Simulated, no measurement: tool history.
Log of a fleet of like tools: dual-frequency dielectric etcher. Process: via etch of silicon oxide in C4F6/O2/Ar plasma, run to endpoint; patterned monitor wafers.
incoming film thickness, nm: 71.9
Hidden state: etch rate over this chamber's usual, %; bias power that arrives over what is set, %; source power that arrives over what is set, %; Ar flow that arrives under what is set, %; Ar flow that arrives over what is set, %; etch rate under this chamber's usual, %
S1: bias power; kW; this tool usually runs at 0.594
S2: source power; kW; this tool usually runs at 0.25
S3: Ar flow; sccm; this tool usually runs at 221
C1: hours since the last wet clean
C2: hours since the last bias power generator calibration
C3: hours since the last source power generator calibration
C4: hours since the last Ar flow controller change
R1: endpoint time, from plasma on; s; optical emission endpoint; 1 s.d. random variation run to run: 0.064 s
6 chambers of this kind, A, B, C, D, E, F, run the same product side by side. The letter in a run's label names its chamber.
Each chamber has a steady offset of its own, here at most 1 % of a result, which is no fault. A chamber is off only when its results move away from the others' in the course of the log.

run   hour     S1    S2   S3     C1      C2      C3      C4      R1
 1F    2.7  0.594  0.25  221      7  2313.3  2404.3   237.4  17.143
 2A    6.1  0.594  0.25  221  235.6  3509.4     691  1745.7  17.072
 3C    8.8  0.594  0.25  221   67.4  1133.4  3925.2  4446.5  17.113
 4E   12.8  0.594  0.25  221  579.8  2642.7   593.3  2867.2  17.092
 5D   15.5  0.594  0.25  221    161  3083.9    2102  1088.9  17.037
 6B   18.1  0.594  0.25  221  138.7  3594.1  2955.7  1164.7  17.195
 7F   22.1  0.594  0.25  221   26.4  2332.7  2423.7   256.8  17.135
 8B   24.6  0.594  0.25  221  145.2  3600.6  2962.2  1171.2  17.104
 9C   27.3  0.594  0.25  221   85.9  1151.9  3943.7    4465  17.119
10A   29.6  0.594  0.25  221  259.1  3532.9   714.5  1769.2   17.07
11E   32.2  0.594  0.25  221  599.2  2662.1   612.7  2886.6   17.23
12D   35.2  0.594  0.25  221  180.7  3103.6  2121.7  1108.6  17.038
13E   39.7  0.594  0.25  221  606.7  2669.6   620.2  2894.1  17.152
14A   43.8  0.594  0.22  221  273.3  3547.1   728.7  1783.4  17.993
15D   46.3  0.594  0.22  221  191.8  3114.7  2132.8  1119.7   17.81
16C   49.2  0.594  0.22  221  107.8  1173.8  3965.6  4486.9  17.948
17F   51.5  0.594  0.22  221   55.8  2362.1  2453.1   286.2  18.001
      53.1  -- chamber E: wet clean of the chamber
18B   53.7  0.594  0.22  221  174.3  3629.7  2991.3  1200.3   17.99
19D   57.9  0.594  0.22  221  203.4  3126.3  2144.4  1131.3    17.7
20B   60.8  0.594  0.25  221  181.4  3636.8  2998.4  1207.4  17.013
21E   63.3  0.594  0.25  221   10.2  2693.2   643.8  2917.7  17.905
22F   67.5  0.594  0.25  221   71.8  2378.1  2469.1   302.2  17.091
23A   70.5  0.594  0.25  268    300  3573.8   755.4  1810.1  17.458
24C   74.9  0.594  0.25  268  133.5  1199.5  3991.3  4512.6  17.536
25E   78.6  0.594  0.25  268   25.5  2708.5   659.1    2933  18.245
26F   82.2  0.594  0.25  268   86.5  2392.8  2483.8   316.9  17.531
27A   84.2  0.594  0.25  268  313.7  3587.5   769.1  1823.8   17.57
28B   87.5  0.594  0.25  268  208.1  3663.5  3025.1  1234.1  17.388
29D     91  0.594  0.25  221  236.5  3159.4  2177.5  1164.4  17.029
30C   94.6  0.594  0.23  268  153.2  1219.2    4011  4532.3  18.052
31E     97  0.594  0.23  268   43.9  2726.9   677.5  2951.4  18.814
32F  100.6  0.594  0.23  268  104.9  2411.2  2502.2   335.3  18.141
33D  103.9  0.594  0.23  268  249.4  3172.3  2190.4  1177.3  17.897
34C  106.9  0.594  0.23  268  165.5  1231.5  4023.3  4544.6  18.076
35A  109.9  0.594  0.23  268  339.4  3613.2   794.8  1849.5  18.007
36B  113.7  0.594  0.25  221  234.3  3689.7  3051.3  1260.3  17.038
37B  117.6  0.594  0.25  221  238.2  3693.6  3055.2  1264.2  17.121

All chambers now run identical settings, listed one chamber a line with results as question marks. What results will each chamber show?
38A  120.9  0.686  0.25  221                   ?
38B  120.9  0.686  0.25  221                   ?
38C  120.9  0.686  0.25  221                   ?
38D  120.9  0.686  0.25  221                   ?
38E  120.9  0.686  0.25  221                   ?
38F  120.9  0.686  0.25  221                   ?

run      R1
38A  16.126
38B   16.12
38C  16.187
38D  16.134
38E  16.891
38F  16.223

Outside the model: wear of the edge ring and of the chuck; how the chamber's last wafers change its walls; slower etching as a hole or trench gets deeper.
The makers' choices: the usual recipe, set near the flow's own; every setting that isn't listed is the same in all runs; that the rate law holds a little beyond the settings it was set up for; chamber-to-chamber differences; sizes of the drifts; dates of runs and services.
